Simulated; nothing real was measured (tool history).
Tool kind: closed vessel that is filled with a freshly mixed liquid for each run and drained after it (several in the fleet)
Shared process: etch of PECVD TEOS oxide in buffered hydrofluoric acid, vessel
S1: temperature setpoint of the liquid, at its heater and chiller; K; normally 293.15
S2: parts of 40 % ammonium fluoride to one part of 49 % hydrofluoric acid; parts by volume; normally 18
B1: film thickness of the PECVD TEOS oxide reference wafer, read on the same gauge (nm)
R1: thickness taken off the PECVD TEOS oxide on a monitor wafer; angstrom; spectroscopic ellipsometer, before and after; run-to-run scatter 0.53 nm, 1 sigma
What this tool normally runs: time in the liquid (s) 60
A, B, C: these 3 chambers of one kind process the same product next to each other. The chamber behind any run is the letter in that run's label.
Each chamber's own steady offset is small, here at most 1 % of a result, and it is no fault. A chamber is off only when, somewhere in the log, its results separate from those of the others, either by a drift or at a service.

run 1C day=0.125 | S1=293.15 S2=18 time_in_the_liquid_(s)=60 | B1=60.009 | R1=537.7
run 2A day=0.279 | S1=293.15 S2=18 time_in_the_liquid_(s)=60 | B1=59.996 | R1=530.66
run 3B day=0.504 | S1=293.15 S2=18 time_in_the_liquid_(s)=60 | B1=59.99 | R1=529.15
run 4C day=0.638 | S1=293.15 S2=18 time_in_the_liquid_(s)=60 | B1=60.017 | R1=532.37
run 5B day=0.862 | S1=293.15 S2=18 time_in_the_liquid_(s)=60 | B1=59.995 | R1=536.98
run 6A day=1.079 | S1=293.15 S2=18 time_in_the_liquid_(s)=60 | B1=60.003 | R1=532.01
run 7B day=1.2 | S1=293.15 S2=18 time_in_the_liquid_(s)=60 | B1=60.004 | R1=537.16
run 8A day=1.317 | S1=297.65 S2=18 time_in_the_liquid_(s)=60 | B1=59.962 | R1=687.68
run 9C day=1.479 | S1=297.65 S2=18 time_in_the_liquid_(s)=60 | B1=59.985 | R1=674.89
run 10B day=1.654 | S1=297.65 S2=18 time_in_the_liquid_(s)=60 | B1=60.008 | R1=677.22
run 11C day=1.817 | S1=293.15 S2=18 time_in_the_liquid_(s)=60 | B1=59.982 | R1=533.04
run 12A day=1.933 | S1=293.15 S2=18 time_in_the_liquid_(s)=40 | B1=59.996 | R1=357.39
run 13A day=2.075 | S1=293.15 S2=18 time_in_the_liquid_(s)=40 | B1=59.989 | R1=352.88
run 14C day=2.275 | S1=293.15 S2=18 time_in_the_liquid_(s)=40 | B1=60.002 | R1=353.01
run 15B day=2.496 | S1=293.15 S2=18 time_in_the_liquid_(s)=60 | B1=60.007 | R1=535.84
run 16A day=2.642 | S1=293.15 S2=20.5 time_in_the_liquid_(s)=45 | B1=60.011 | R1=357.02
run 17B day=2.825 | S1=293.15 S2=20.5 time_in_the_liquid_(s)=45 | B1=60.015 | R1=354.12
run 18C day=2.933 | S1=293.15 S2=20.5 time_in_the_liquid_(s)=45 | B1=59.993 | R1=353.95
run 19C day=3.121 | S1=293.15 S2=18 time_in_the_liquid_(s)=60 | B1=59.987 | R1=530.91
run 20A day=3.275 | S1=293.15 S2=18 time_in_the_liquid_(s)=60 | B1=59.98 | R1=538.88
run 21B day=3.458 | S1=293.15 S2=18 time_in_the_liquid_(s)=60 | B1=60 | R1=542.45
run 22C day=3.621 | S1=293.15 S2=18 time_in_the_liquid_(s)=60 | B1=59.969 | R1=530.85
run 23A day=3.767 | S1=293.15 S2=18 time_in_the_liquid_(s)=60 | B1=59.978 | R1=529.3
run 24B day=3.95 | S1=293.15 S2=18 time_in_the_liquid_(s)=60 | B1=60.021 | R1=566.3
run 25B day=4.088 | S1=293.15 S2=18 time_in_the_liquid_(s)=60 | B1=59.974 | R1=549.06
run 26A day=4.258 | S1=293.15 S2=18 time_in_the_liquid_(s)=60 | B1=59.997 | R1=525.38
run 27C day=4.454 | S1=293.15 S2=18 time_in_the_liquid_(s)=60 | B1=60.008 | R1=524.03
run 28A day=4.633 | S1=293.15 S2=18 time_in_the_liquid_(s)=60 | B1=60.008 | R1=535.85
run 29C day=4.85 | S1=293.15 S2=18 time_in_the_liquid_(s)=60 | B1=60.005 | R1=537.74
run 30B day=5.088 | S1=293.15 S2=18 time_in_the_liquid_(s)=60 | B1=60 | R1=570.58
-- day=5.233 chamber A: thermometer replaced
run 31A day=5.267 | S1=293.15 S2=18 time_in_the_liquid_(s)=60 | B1=59.991 | R1=534.59
run 32C day=5.45 | S1=293.15 S2=18 time_in_the_liquid_(s)=60 | B1=59.999 | R1=527.73
run 33B day=5.617 | S1=293.15 S2=18 time_in_the_liquid_(s)=60 | B1=60.012 | R1=588.15
run 34A day=5.767 | S1=293.15 S2=18 time_in_the_liquid_(s)=60 | B1=60.005 | R1=528.76
run 35C day=5.954 | S1=293.15 S2=18 time_in_the_liquid_(s)=60 | B1=60.006 | R1=543.62

The same settings go to every chamber for the next run, one line per chamber below. Forecast the results for each:
run 36A day=6.133 | S1=293.15 S2=18 time_in_the_liquid_(s)=75 | R1=?
run 36B day=6.133 | S1=293.15 S2=18 time_in_the_liquid_(s)=75 | R1=?
run 36C day=6.133 | S1=293.15 S2=18 time_in_the_liquid_(s)=75 | R1=?

run=36A R1=666.07
run=36B R1=730.75
run=36C R1=676.69
